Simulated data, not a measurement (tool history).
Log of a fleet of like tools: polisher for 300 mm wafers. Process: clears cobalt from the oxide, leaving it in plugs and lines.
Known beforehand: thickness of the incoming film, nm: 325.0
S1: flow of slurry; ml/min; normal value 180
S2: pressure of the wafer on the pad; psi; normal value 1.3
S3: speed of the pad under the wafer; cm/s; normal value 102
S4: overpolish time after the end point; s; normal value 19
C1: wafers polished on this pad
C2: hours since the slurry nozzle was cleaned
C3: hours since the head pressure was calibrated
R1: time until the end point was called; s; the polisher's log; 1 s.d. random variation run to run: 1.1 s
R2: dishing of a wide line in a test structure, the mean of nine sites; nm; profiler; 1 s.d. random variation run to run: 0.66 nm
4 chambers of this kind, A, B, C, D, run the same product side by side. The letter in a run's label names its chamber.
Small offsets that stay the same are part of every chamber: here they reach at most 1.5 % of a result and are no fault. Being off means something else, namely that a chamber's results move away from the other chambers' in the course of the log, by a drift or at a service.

-- day=0.354 chamber C: worn pad replaced by a new one
run 1B day=0.612 | S1=180 S2=1.3 S3=102 S4=19 | C1=975 C2=377.5 C3=397.5 | R1=91.853 R2=34.751
run 2C day=1.271 | S1=180 S2=1.3 S3=102 S4=19 | C1=133 C2=265.5 C3=563.6 | R1=91.867 R2=34.676
run 3D day=1.642 | S1=180 S2=1.3 S3=102 S4=19 | C1=1461 C2=477.6 C3=664.6 | R1=91.408 R2=34.516
run 4A day=2.054 | S1=180 S2=1.3 S3=102 S4=19 | C1=904 C2=198.8 C3=203.7 | R1=90.39 R2=35.128
-- day=2.354 chamber D: worn pad replaced by a new one
run 5A day=2.525 | S1=180 S2=1.3 S3=102 S4=19 | C1=972 C2=210.1 C3=215 | R1=92.365 R2=34.864
run 6B day=3.054 | S1=180 S2=1.3 S3=102 S4=19 | C1=1329 C2=436.1 C3=456.1 | R1=91.745 R2=35.106
run 7C day=3.696 | S1=180 S2=1.3 S3=74 S4=19 | C1=484 C2=323.7 C3=621.8 | R1=122.17 R2=29.829
run 8D day=4.004 | S1=180 S2=1.3 S3=74 S4=19 | C1=239 C2=534.3 C3=721.3 | R1=125.85 R2=30.006
run 9C day=4.438 | S1=180 S2=1.3 S3=74 S4=19 | C1=591 C2=341.5 C3=639.6 | R1=124.88 R2=30.459
-- day=4.617 chamber B: slurry nozzle cleaned
run 10A day=4.758 | S1=180 S2=1.3 S3=74 S4=19 | C1=1295 C2=263.7 C3=268.6 | R1=125.1 R2=29.872
-- day=4.825 chamber A: worn pad replaced by a new one
-- day=4.975 chamber C: worn pad replaced by a new one
run 11D day=5.254 | S1=180 S2=1.3 S3=102 S4=19 | C1=420 C2=564.3 C3=751.3 | R1=92.879 R2=34.709
run 12B day=5.604 | S1=180 S2=1.3 S3=102 S4=19 | C1=1698 C2=23.7 C3=517.3 | R1=93.014 R2=33.9
run 13A day=6.096 | S1=180 S2=1.3 S3=102 S4=19 | C1=184 C2=295.8 C3=300.7 | R1=89.48 R2=36.198
run 14B day=6.475 | S1=180 S2=1.3 S3=102 S4=19 | C1=1825 C2=44.6 C3=538.2 | R1=95.093 R2=34.586
run 15C day=7.017 | S1=180 S2=1.3 S3=86 S4=13 | C1=295 C2=403.4 C3=701.5 | R1=109.03 R2=25.801
run 16D day=7.642 | S1=180 S2=1.3 S3=86 S4=13 | C1=765 C2=621.6 C3=808.6 | R1=109.17 R2=25.615
run 17C day=8.158 | S1=180 S2=1.3 S3=86 S4=13 | C1=461 C2=430.8 C3=728.9 | R1=107.87 R2=25.493
run 18B day=8.642 | S1=180 S2=1.3 S3=86 S4=13 | C1=2138 C2=96.6 C3=590.2 | R1=113.65 R2=24.578
run 19D day=9.054 | S1=180 S2=1.3 S3=102 S4=19 | C1=970 C2=655.5 C3=842.5 | R1=91.34 R2=34.933
-- day=9.221 chamber C: worn pad replaced by a new one
run 20A day=9.412 | S1=180 S2=1.3 S3=102 S4=19 | C1=664 C2=375.4 C3=380.3 | R1=88.651 R2=34.095
run 21A day=10.083 | S1=180 S2=1.3 S3=102 S4=19 | C1=761 C2=391.5 C3=396.4 | R1=89.355 R2=34.735
run 22D day=10.662 | S1=180 S2=1.6 S3=102 S4=19 | C1=1203 C2=694.1 C3=881.1 | R1=74.796 R2=38.223
-- day=10.729 chamber D: head pressure recalibrated
-- day=11.138 chamber C: slurry nozzle cleaned
run 23C day=11.267 | S1=180 S2=1.6 S3=102 S4=19 | C1=296 C2=3.1 C3=803.5 | R1=74.202 R2=38.063
run 24B day=11.642 | S1=180 S2=1.6 S3=102 S4=19 | C1=2573 C2=168.6 C3=662.2 | R1=81.293 R2=35.956
-- day=11.733 chamber D: worn pad replaced by a new one
run 25A day=12.179 | S1=180 S2=1.6 S3=102 S4=19 | C1=1065 C2=441.8 C3=446.7 | R1=73.155 R2=37.943
run 26D day=12.842 | S1=180 S2=1.3 S3=102 S4=19 | C1=160 C2=746.4 C3=50.8 | R1=92.317 R2=36.399
run 27C day=13.154 | S1=180 S2=1 S3=102 S4=13 | C1=570 C2=48.4 C3=848.8 | R1=118.4 R2=24.949
-- day=13.158 chamber D: slurry nozzle cleaned
run 28B day=13.712 | S1=180 S2=1 S3=102 S4=13 | C1=2873 C2=218.3 C3=711.9 | R1=131.53 R2=22.928
run 29C day=14.071 | S1=180 S2=1 S3=102 S4=13 | C1=702 C2=70.4 C3=870.8 | R1=117.95 R2=24.801
run 30D day=14.375 | S1=180 S2=1 S3=102 S4=13 | C1=382 C2=29.3 C3=87.6 | R1=120.12 R2=24.003
run 31B day=14.692 | S1=180 S2=1.3 S3=90 S4=19 | C1=3015 C2=241.8 C3=735.4 | R1=115.61 R2=30.555

Is one chamber off against the others, does the gauge drift, or is nothing wrong? If a chamber is off, say which, and what the likeliest cause is.

Little by little, chamber B moves away from the other chambers.
Likeliest cause: removal rate lost through wear of the pad, % = 12.2.
Not necessarily distinguishable in this log from: head's pressure below its setpoint, %.

Below are 4 candidate recipes for chamber B's next run, each the usual settings with a change, their results shown as question marks. Which of them brings B's results back in line with what the other chambers give on the usual settings?
Maximum distance from the other chambers' mean on the usual settings for a result to count as in line: R1 3.9 s; R2 2.3 nm
run 32B-1 day=15.179 | S1=185 S2=1.5 S3=118 S4=19 | R1=? R2=?
run 32B-2 day=15.179 | S1=180 S2=1.4 S3=108 S4=19 | R1=? R2=?
run 32B-3 day=15.179 | S1=175 S2=1.1 S3=90 S4=20 | R1=? R2=?
run 32B-4 day=15.179 | S1=180 S2=1.2 S3=96 S4=19 | R1=? R2=?

Mean of the other chambers on the usual settings: R1 91.2 s; R2 34.886 nm
run=32B-1 R1=78.251 R2=37.123
run=32B-2 R1=91.825 R2=34.867
run=32B-3 R1=140.27 R2=28.998
run=32B-4 R1=120.23 R2=30.658
The answer is 32B-2, which returns the chamber to within the allowed miss of the others.
